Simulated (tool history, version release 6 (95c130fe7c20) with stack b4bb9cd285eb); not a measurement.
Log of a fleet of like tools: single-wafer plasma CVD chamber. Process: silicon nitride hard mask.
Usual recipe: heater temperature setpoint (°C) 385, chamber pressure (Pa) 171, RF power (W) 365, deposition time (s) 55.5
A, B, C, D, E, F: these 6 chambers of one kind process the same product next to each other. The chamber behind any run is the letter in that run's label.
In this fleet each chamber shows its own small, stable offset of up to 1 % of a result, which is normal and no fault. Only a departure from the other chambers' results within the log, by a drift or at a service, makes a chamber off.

run   hour  heater temperature setpoint (°C)  chamber pressure (Pa)  RF power (W)  deposition time (s)  hours since the last thermocouple change  hours since the last RF generator calibration  hours since the last manometer calibration  read-back reference wafer on the same gauge, thickness_nm  mean film thickness on the monitor wafer (Å)
 1C    6.6                               385                    171           365                 55.5                                     269.1                                            781                                       703.7                                                     68.574                                        684.07
 2D   17.3                               385                    171           365                 55.5                                    1637.8                                         1120.2                                      1467.8                                                     68.511                                        678.77
 3A   24.9                               385                    171           365                 55.5                                    1369.2                                          878.8                                         378                                                     68.463                                        681.58
 4F   34.6                               385                    171           365                 55.5                                     537.5                                         1311.7                                       255.1                                                     68.425                                        675.86
 5E   43.8                               379                    207           365                 55.5                                     515.7                                           67.4                                       133.9                                                      68.42                                        732.86
 6B   49.1                               379                    207           365                 55.5                                     448.4                                          196.2                                      2239.3                                                     68.531                                        717.22
 7F   55.6                               379                    207           365                 55.5                                     558.5                                         1332.7                                       276.1                                                     68.502                                        722.97
      60.3  -- chamber B: capacitance manometer re-zeroed and calibrated
 8A     64                               379                    207           365                 55.5                                    1408.3                                          917.9                                       417.1                                                      68.43                                        731.98
 9B   71.3                               379                    207           365                 55.5                                     470.6                                          218.4                                        11.1                                                     68.545                                        715.62
10D     82                               379                    207           365                 55.5                                    1702.5                                         1184.9                                      1532.5                                                     68.454                                        716.18
11C   88.7                               385                    171           365                 55.5                                     351.2                                          863.1                                       785.8                                                     68.468                                        680.63
12E   94.2                               385                    171           365                 55.5                                     566.1                                          117.8                                       184.3                                                     68.493                                        688.45
13C    104                               385                    171           365                 55.5                                     366.5                                          878.4                                       801.1                                                     68.581                                           681
14E    114                               385                    171           365                 55.5                                     585.9                                          137.6                                       204.1                                                     68.536                                        685.84
15D  121.9                               385                    171           365                 55.5                                    1742.4                                         1224.8                                      1572.4                                                     68.528                                        676.33
16B  130.5                               385                    171           365                 55.5                                     529.8                                          277.6                                        70.3                                                      68.49                                        680.36
17F  139.2                               392                    205           365                 55.5                                     642.1                                         1416.3                                       359.7                                                     68.528                                         709.9
18A  149.9                               392                    205           365                 55.5                                    1494.2                                         1003.8                                         503                                                     68.499                                        718.24
19B  160.5                               392                    205           365                 55.5                                     559.8                                          307.6                                       100.3                                                     68.509                                        719.86
20F  166.9                               392                    205           365                 55.5                                     669.8                                           1444                                       387.4                                                     68.383                                        703.25
21C  177.3                               392                    205           365                 55.5                                     439.8                                          951.7                                       874.4                                                      68.52                                         721.5
22A  182.8                               392                    205           365                 55.5                                    1527.1                                         1036.7                                       535.9                                                     68.459                                        715.74
23D  190.5                               385                    171           365                 55.5                                      1811                                         1293.4                                        1641                                                     68.516                                        676.97
24E  201.4                               385                    171           365                 55.5                                     673.3                                            225                                       291.5                                                      68.47                                        685.96
25E  211.6                               385                    131           365                 55.5                                     683.5                                          235.2                                       301.7                                                     68.452                                        630.28
26C  216.6                               385                    131           365                 55.5                                     479.1                                            991                                       913.7                                                     68.465                                        630.26
27D  221.6                               385                    131           365                 55.5                                    1842.1                                         1324.5                                      1672.1                                                     68.504                                        618.76
28F  227.3                               385                    131           365                 55.5                                     730.2                                         1504.4                                       447.8                                                     68.486                                        604.69
29B  234.8                               385                    131           365                 55.5                                     634.1                                          381.9                                       174.6                                                     68.516                                        620.09
30A  242.3                               385                    131           365                 55.5                                    1586.6                                         1096.2                                       595.4                                                      68.56                                        629.36
31F  253.1                               385                    171           365                 55.5                                       756                                         1530.2                                       473.6                                                     68.377                                        655.16
32C  257.8                               385                    171           365                 55.5                                     520.3                                         1032.2                                       954.9                                                      68.49                                        680.59
33E  266.7                               385                    171           365                 55.5                                     738.6                                          290.3                                       356.8                                                     68.484                                        687.75
34D  272.3                               385                    171           365                 55.5                                    1892.8                                         1375.2                                      1722.8                                                     68.543                                        682.54
35B    280                               385                    171           365                 55.5                                     679.3                                          427.1                                       219.8                                                     68.537                                        675.08
36A  290.7                               385                    171           365                 55.5                                      1635                                         1144.6                                       643.8                                                      68.41                                        680.14
37C  299.6                               385                    171           365                 55.5                                     562.1                                           1074                                       996.7                                                     68.563                                        682.79
38F  308.2                               385                    171           365                 55.5                                     811.1                                         1585.3                                       528.7                                                     68.524                                        650.46
39A  316.7                               385                    171           365                 55.5                                      1661                                         1170.6                                       669.8                                                     68.566                                        682.84
40D  324.7                               385                    171           365                 55.5                                    1945.2                                         1427.6                                      1775.2                                                     68.503                                        676.26
41E  329.5                               385                    171           365                 55.5                                     801.4                                          353.1                                       419.6                                                     68.468                                        683.44

Does one chamber stand apart from the rest, does the shared gauge drift, or is all well apart from small per-chamber offsets? Give the chamber and the most likely cause, where there is one.

Chamber F drifts away from the others.
Cause: delivered RF power below the setpoint (%) = 8.06.

Below are 4 candidate recipes for chamber F's next run, each the usual settings with a change, their results shown as question marks. Which of them brings F's results back in line with what the other chambers give on the usual settings?
Maximum distance from the other chambers' mean on the usual settings for a result to count as in line: mean film thickness on the monitor wafer (Å) 11
42F-1  337.3                               385                    167           355                 55.5                                                                                                                                                                                                                                             ?
42F-2  337.3                               385                    171           380                 55.5                                                                                                                                                                                                                                             ?
42F-3  337.3                               385                    167           365                 52.7                                                                                                                                                                                                                                             ?
42F-4  337.3                               385                    171           400                 55.5                                                                                                                                                                                                                                             ?

Mean of the other chambers on the usual settings: mean film thickness on the monitor wafer (Å) 681.66
  run  mean film thickness on the monitor wafer (Å)
42F-1                                        626.46
42F-2                                        659.23
42F-3                                        605.77
42F-4                                        681.11
42F-4 brings the chamber back in line.

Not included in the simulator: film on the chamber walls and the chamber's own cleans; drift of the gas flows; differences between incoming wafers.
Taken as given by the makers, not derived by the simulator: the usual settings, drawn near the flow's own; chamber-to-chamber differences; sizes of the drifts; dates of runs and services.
